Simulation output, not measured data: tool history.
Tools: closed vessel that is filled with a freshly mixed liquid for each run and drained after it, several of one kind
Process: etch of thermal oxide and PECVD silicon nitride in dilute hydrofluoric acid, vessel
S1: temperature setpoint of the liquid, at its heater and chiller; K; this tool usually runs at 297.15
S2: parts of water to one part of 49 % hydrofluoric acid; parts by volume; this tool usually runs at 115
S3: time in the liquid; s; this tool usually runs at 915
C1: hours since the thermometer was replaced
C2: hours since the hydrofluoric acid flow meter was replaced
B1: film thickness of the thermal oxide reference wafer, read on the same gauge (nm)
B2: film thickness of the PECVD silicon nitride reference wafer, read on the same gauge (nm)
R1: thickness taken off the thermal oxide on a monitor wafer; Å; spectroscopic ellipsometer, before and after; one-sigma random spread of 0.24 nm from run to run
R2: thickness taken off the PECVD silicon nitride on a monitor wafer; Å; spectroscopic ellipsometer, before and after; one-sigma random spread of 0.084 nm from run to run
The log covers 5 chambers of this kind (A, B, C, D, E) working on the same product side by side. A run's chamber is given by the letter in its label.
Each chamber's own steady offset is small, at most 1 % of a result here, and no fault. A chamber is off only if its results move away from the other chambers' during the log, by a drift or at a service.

run	hour	S1	S2	S3	C1	C2	B1	B2	R1	R2
1A	6.4	297.15	115	915	1202	389.2	50.01	30.029	374.95	134.63
# hour 9.4: chamber D: hydrofluoric acid flow meter replaced
2B	10.7	297.15	115	915	1073.4	517.7	49.995	30.007	377.21	136.04
3E	15.8	297.15	115	915	705.4	382.8	49.997	30.027	370.9	135.92
4D	20.1	297.15	115	915	2031.6	10.8	49.996	30.001	374.43	138.05
5C	24.8	292.65	65	915	1654.4	1049.9	49.976	30	592.37	177.43
6C	31.2	292.65	65	915	1660.8	1056.3	50.002	30.01	587.22	179.06
7B	39.7	292.65	65	915	1102.4	546.7	49.998	29.975	592.76	178.2
8E	45.4	292.65	65	915	735	412.4	50.006	29.999	582.87	176.37
# hour 50.2: chamber C: thermometer replaced
9A	51.2	292.65	65	915	1246.8	434	49.993	30.024	586.74	174
10D	60.9	297.15	115	915	2072.4	51.6	49.99	29.995	375.17	136.5
11C	65.4	297.15	115	915	15.3	1090.5	50.008	30	376.22	137.77
12B	74.7	294.65	115	525	1137.4	581.7	50.015	30.016	194.6	65.85
13E	79.1	294.65	115	525	768.7	446.1	49.995	30.016	194.44	66.925
14A	88.6	294.65	115	525	1284.2	471.4	50.024	29.964	196.95	66.02
15D	94.4	294.65	115	525	2105.9	85.1	50.016	30.015	195.23	67.192
# hour 96.4: chamber E: hydrofluoric acid flow meter replaced
16D	104	294.65	115	525	2115.5	94.7	50.01	29.972	194.07	66.882
17B	112	297.15	115	915	1174.7	619	50.002	29.981	377.77	135.62
18E	116.6	297.15	115	915	806.2	20.2	50.011	30.02	370.81	135.93
19C	121.7	297.15	115	915	71.6	1146.8	49.995	30.004	371.88	136.58
20A	129.8	297.15	115	915	1325.4	512.6	50	29.982	373.71	134.69
21D	138.5	297.15	115	915	2150	129.2	49.992	29.979	373.14	135.94
# hour 145.3: chamber A: hydrofluoric acid flow meter replaced
22C	145.6	297.15	115	915	95.5	1170.7	49.981	30.064	374.33	137.81
23E	153.1	297.15	115	915	842.7	56.7	50.02	29.991	371.46	136.24
24A	158.9	297.15	115	915	1354.5	13.6	50.003	30.026	372.79	135.87
25B	165.1	297.15	115	915	1227.8	672.1	50.005	29.993	376.2	135.66
# hour 167.7: chamber D: thermometer replaced
26B	174.7	297.15	115	915	1237.4	681.7	49.985	30.024	373.5	136.29
27A	184.4	297.15	115	915	1380	39.1	50	30.009	374.28	137.07
28E	194	297.15	115	915	883.6	97.6	50	30.017	371.64	138.22
29D	198.4	297.15	115	915	30.8	189.1	50.011	29.971	369.35	137.29
30C	205.4	297.15	115	915	155.3	1230.5	50.008	29.974	376.48	136.55
31B	210.5	297.15	115	915	1273.2	717.5	49.996	30.028	376.41	138.51
32A	216.2	297.15	115	915	1411.8	70.9	49.994	29.968	375.65	136.3
33D	221.9	294.15	65	915	54.3	212.6	49.988	29.972	631.45	199.5
34E	229.1	294.15	65	915	918.7	132.7	49.988	29.992	619.85	196.4

All 5 chambers run these settings next. Forecast each chamber's results:
35A	236.2	297.15	115	915					?	?
35B	236.2	297.15	115	915					?	?
35C	236.2	297.15	115	915					?	?
35D	236.2	297.15	115	915					?	?
35E	236.2	297.15	115	915					?	?

run	R1	R2
35A	375.7	135.91
35B	375.45	135.48
35C	375.88	137.05
35D	370.76	137.51
35E	374.25	136.77

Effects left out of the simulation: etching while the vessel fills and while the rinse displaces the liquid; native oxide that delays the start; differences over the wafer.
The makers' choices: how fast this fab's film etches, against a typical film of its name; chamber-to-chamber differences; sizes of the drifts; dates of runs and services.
